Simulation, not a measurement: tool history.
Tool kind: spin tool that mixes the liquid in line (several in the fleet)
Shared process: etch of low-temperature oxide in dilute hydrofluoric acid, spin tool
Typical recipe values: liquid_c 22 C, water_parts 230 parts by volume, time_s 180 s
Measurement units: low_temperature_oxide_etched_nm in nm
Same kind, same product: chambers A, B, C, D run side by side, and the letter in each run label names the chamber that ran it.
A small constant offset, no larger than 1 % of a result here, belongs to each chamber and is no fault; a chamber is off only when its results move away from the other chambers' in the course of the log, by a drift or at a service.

run,hour,liquid_c,water_parts,time_s,hours since the thermometer was replaced,hours since the hydrofluoric acid flow meter was replaced,"read-back film thickness of the low-temperature oxide reference wafer, read on the same gauge (nm)",low_temperature_oxide_etched_nm
1D,4,22,230,180,106.9,1268.3,100,12.436
2B,10.7,22,230,180,15.7,296.9,100.01,12.704
3C,16.1,22,230,180,380.7,1193.9,100.03,12.518
4A,23.5,22,230,180,584.6,59.1,100.03,12.401
5B,31.6,22,230,180,36.6,317.8,100,12.338
6D,36.6,22,230,180,139.5,1300.9,99.996,12.577
7C,40.7,19,230,220,405.3,1218.5,99.985,13.8
8A,49.7,19,230,220,610.8,85.3,99.997,13.554
9C,57.7,19,230,220,422.3,1235.5,100.02,13.809
10B,63.6,19,230,220,68.6,349.8,100,13.565
11D,67.5,22,230,180,170.4,1331.8,100,12.554
12A,72.4,25,230,265,633.5,108,100.03,20.524
13D,81,25,230,265,183.9,1345.3,100.01,20.624
14A,89.5,25,230,265,650.6,125.1,100,20.767
15C,98.5,25,230,265,463.1,1276.3,100.02,21.353
16B,106.3,22,230,180,111.3,392.5,99.981,12.312
17B,111.4,22,230,180,116.4,397.6,100.02,12.568
18C,119.2,22,230,180,483.8,1297,99.995,13.4
19A,125.6,22,230,180,686.7,161.2,100.01,12.468
20D,132,22,325,180,234.9,1396.3,99.997,8.0122
21B,140.8,22,325,180,145.8,427,99.99,8.1027
22C,144.9,22,325,180,509.5,1322.7,99.98,8.5989
23D,153.6,22,325,180,256.5,1417.9,100.01,8.2484
24A,160.6,25.5,230,85,721.7,196.2,100,6.631
25B,166.2,25.5,230,85,171.2,452.4,99.982,6.7461
26D,171.8,25.5,230,85,274.7,1436.1,100.02,6.6805
27A,176.5,25.5,230,85,737.6,212.1,100.02,6.7647
28C,183.1,22,230,180,547.7,1360.9,100.02,13.387

Read the log: is a single chamber off, either drifting away or since a service, is the gauge that measures every chamber drifting, or is nothing wrong beyond small per-chamber offsets? Name any odd chamber and what most likely caused it.

Little by little, chamber C moves away from the other chambers.
What lies behind it: liquid hotter than its thermometer reads (K) = 2.01.
The log may not tell that from: hydrofluoric acid flow above the setpoint (%).

Below are 4 candidate recipes for chamber C's next run, each the usual settings with a change, their results shown as question marks. Which of them brings C's results back in line with what the other chambers give on the usual settings?
In line means no further than this from the other chambers' mean on the usual settings: low_temperature_oxide_etched_nm 0.36 nm
29C-1,189.6,22,225,180,,,,?
29C-2,189.6,22,220,185,,,,?
29C-3,189.6,22,230,165,,,,?
29C-4,189.6,22,235,180,,,,?

On the usual settings, the other chambers give on average: low_temperature_oxide_etched_nm 12.514 nm
run,low_temperature_oxide_etched_nm
29C-1,14.01
29C-2,14.811
29C-3,12.493
29C-4,13.265
The answer is 29C-3, which returns the chamber to within the allowed miss of the others.
